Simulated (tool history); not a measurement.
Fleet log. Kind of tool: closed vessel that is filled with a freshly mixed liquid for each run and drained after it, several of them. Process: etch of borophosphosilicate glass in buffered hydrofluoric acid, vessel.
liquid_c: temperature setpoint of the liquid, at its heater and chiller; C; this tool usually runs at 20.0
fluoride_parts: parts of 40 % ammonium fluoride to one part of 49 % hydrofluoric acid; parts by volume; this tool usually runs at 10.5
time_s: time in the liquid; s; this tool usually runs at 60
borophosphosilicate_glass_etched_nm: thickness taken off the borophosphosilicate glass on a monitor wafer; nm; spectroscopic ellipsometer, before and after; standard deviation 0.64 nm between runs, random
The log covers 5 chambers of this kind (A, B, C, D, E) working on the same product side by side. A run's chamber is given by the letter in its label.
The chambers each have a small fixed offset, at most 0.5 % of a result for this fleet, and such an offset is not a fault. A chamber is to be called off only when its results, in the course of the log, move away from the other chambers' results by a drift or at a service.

| run | hour | liquid_c | fluoride_parts | time_s | read-back film thickness of the borophosphosilicate glass reference wafer, read on the same gauge (nm) | borophosphosilicate_glass_etched_nm |
|---|---|---|---|---|---|---|
| 1E | 15.6 | 20.0 | 10.5 | 60 | 39.977 | 99.964 |
|  | 16.6 | chamber C: hydrofluoric acid flow meter replaced |
| 2A | 25.6 | 20.0 | 10.5 | 60 | 40.009 | 99.343 |
| 3D | 36.7 | 20.0 | 10.5 | 60 | 40.044 | 99.782 |
| 4B | 47.8 | 20.0 | 10.5 | 60 | 39.995 | 99.846 |
| 5C | 58.4 | 20.0 | 10.5 | 60 | 39.984 | 100.140 |
| 6A | 66.8 | 20.0 | 10.5 | 60 | 40.019 | 99.753 |
| 7D | 76.1 | 20.0 | 10.5 | 60 | 39.993 | 100.410 |
| 8B | 85.3 | 20.0 | 10.5 | 60 | 39.991 | 98.731 |
| 9C | 93.8 | 20.0 | 10.5 | 60 | 39.982 | 101.040 |
| 10E | 101.1 | 20.0 | 10.5 | 60 | 39.973 | 100.830 |
|  | 102.7 | chamber B: hydrofluoric acid flow meter replaced |
| 11E | 110.3 | 20.0 | 10.5 | 60 | 40.015 | 99.989 |
| 12C | 126.3 | 20.0 | 10.5 | 60 | 39.967 | 100.480 |
| 13B | 133.6 | 20.0 | 10.5 | 60 | 40.022 | 100.960 |
| 14D | 140.8 | 20.0 | 8.0 | 60 | 40.031 | 125.900 |
| 15A | 151.1 | 20.0 | 8.0 | 60 | 40.010 | 129.650 |
| 16D | 160.8 | 20.0 | 8.0 | 60 | 39.987 | 124.820 |
| 17B | 168.8 | 20.0 | 8.0 | 60 | 40.013 | 127.370 |
| 18A | 178.1 | 20.0 | 8.0 | 60 | 40.050 | 127.720 |
| 19E | 190.8 | 20.0 | 10.5 | 60 | 39.982 | 99.620 |
| 20C | 199.7 | 20.0 | 10.5 | 60 | 40.003 | 101.870 |
| 21C | 213.8 | 20.0 | 10.5 | 60 | 39.996 | 102.440 |
| 22A | 228.7 | 20.0 | 10.5 | 60 | 40.025 | 99.940 |
| 23E | 240.6 | 20.0 | 10.5 | 60 | 39.988 | 100.590 |
| 24B | 251.7 | 20.0 | 7.0 | 60 | 40.014 | 147.900 |
| 25D | 267.1 | 20.0 | 7.0 | 60 | 40.014 | 145.390 |
| 26B | 281.5 | 20.0 | 7.0 | 60 | 39.956 | 148.990 |
| 27C | 294.1 | 20.0 | 7.0 | 60 | 40.025 | 152.260 |
| 28D | 301.4 | 20.0 | 7.0 | 60 | 39.989 | 144.970 |
| 29A | 309.4 | 20.0 | 10.5 | 60 | 39.991 | 98.992 |
| 30E | 325.3 | 20.0 | 10.5 | 60 | 40.030 | 100.080 |
| 31D | 335.3 | 20.0 | 10.5 | 60 | 40.011 | 99.588 |
| 32B | 346.1 | 20.0 | 10.5 | 60 | 40.024 | 99.851 |
| 33C | 353.8 | 20.0 | 10.5 | 60 | 40.024 | 104.640 |
| 34A | 369.3 | 20.0 | 10.5 | 60 | 40.034 | 99.701 |
| 35E | 384.2 | 20.0 | 10.5 | 60 | 39.972 | 99.964 |
| 36E | 396.5 | 20.0 | 10.5 | 60 | 40.021 | 100.220 |
| 37C | 409.1 | 20.0 | 10.5 | 60 | 39.988 | 106.180 |
| 38D | 418.9 | 20.0 | 10.5 | 60 | 40.005 | 99.917 |
| 39B | 430.4 | 20.0 | 10.5 | 60 | 40.005 | 100.700 |
| 40A | 437.5 | 21.5 | 10.5 | 85 | 40.038 | 152.450 |

Next, all 5 chambers run the settings below, one line each with question marks for the results. What does each chamber give?
| 41A | 449.0 | 20.0 | 10.5 | 90 |  | ? |
| 41B | 449.0 | 20.0 | 10.5 | 90 |  | ? |
| 41C | 449.0 | 20.0 | 10.5 | 90 |  | ? |
| 41D | 449.0 | 20.0 | 10.5 | 90 |  | ? |
| 41E | 449.0 | 20.0 | 10.5 | 90 |  | ? |

| run | borophosphosilicate_glass_etched_nm |
|---|---|
| 41A | 151.650 |
| 41B | 151.080 |
| 41C | 160.090 |
| 41D | 150.660 |
| 41E | 150.130 |
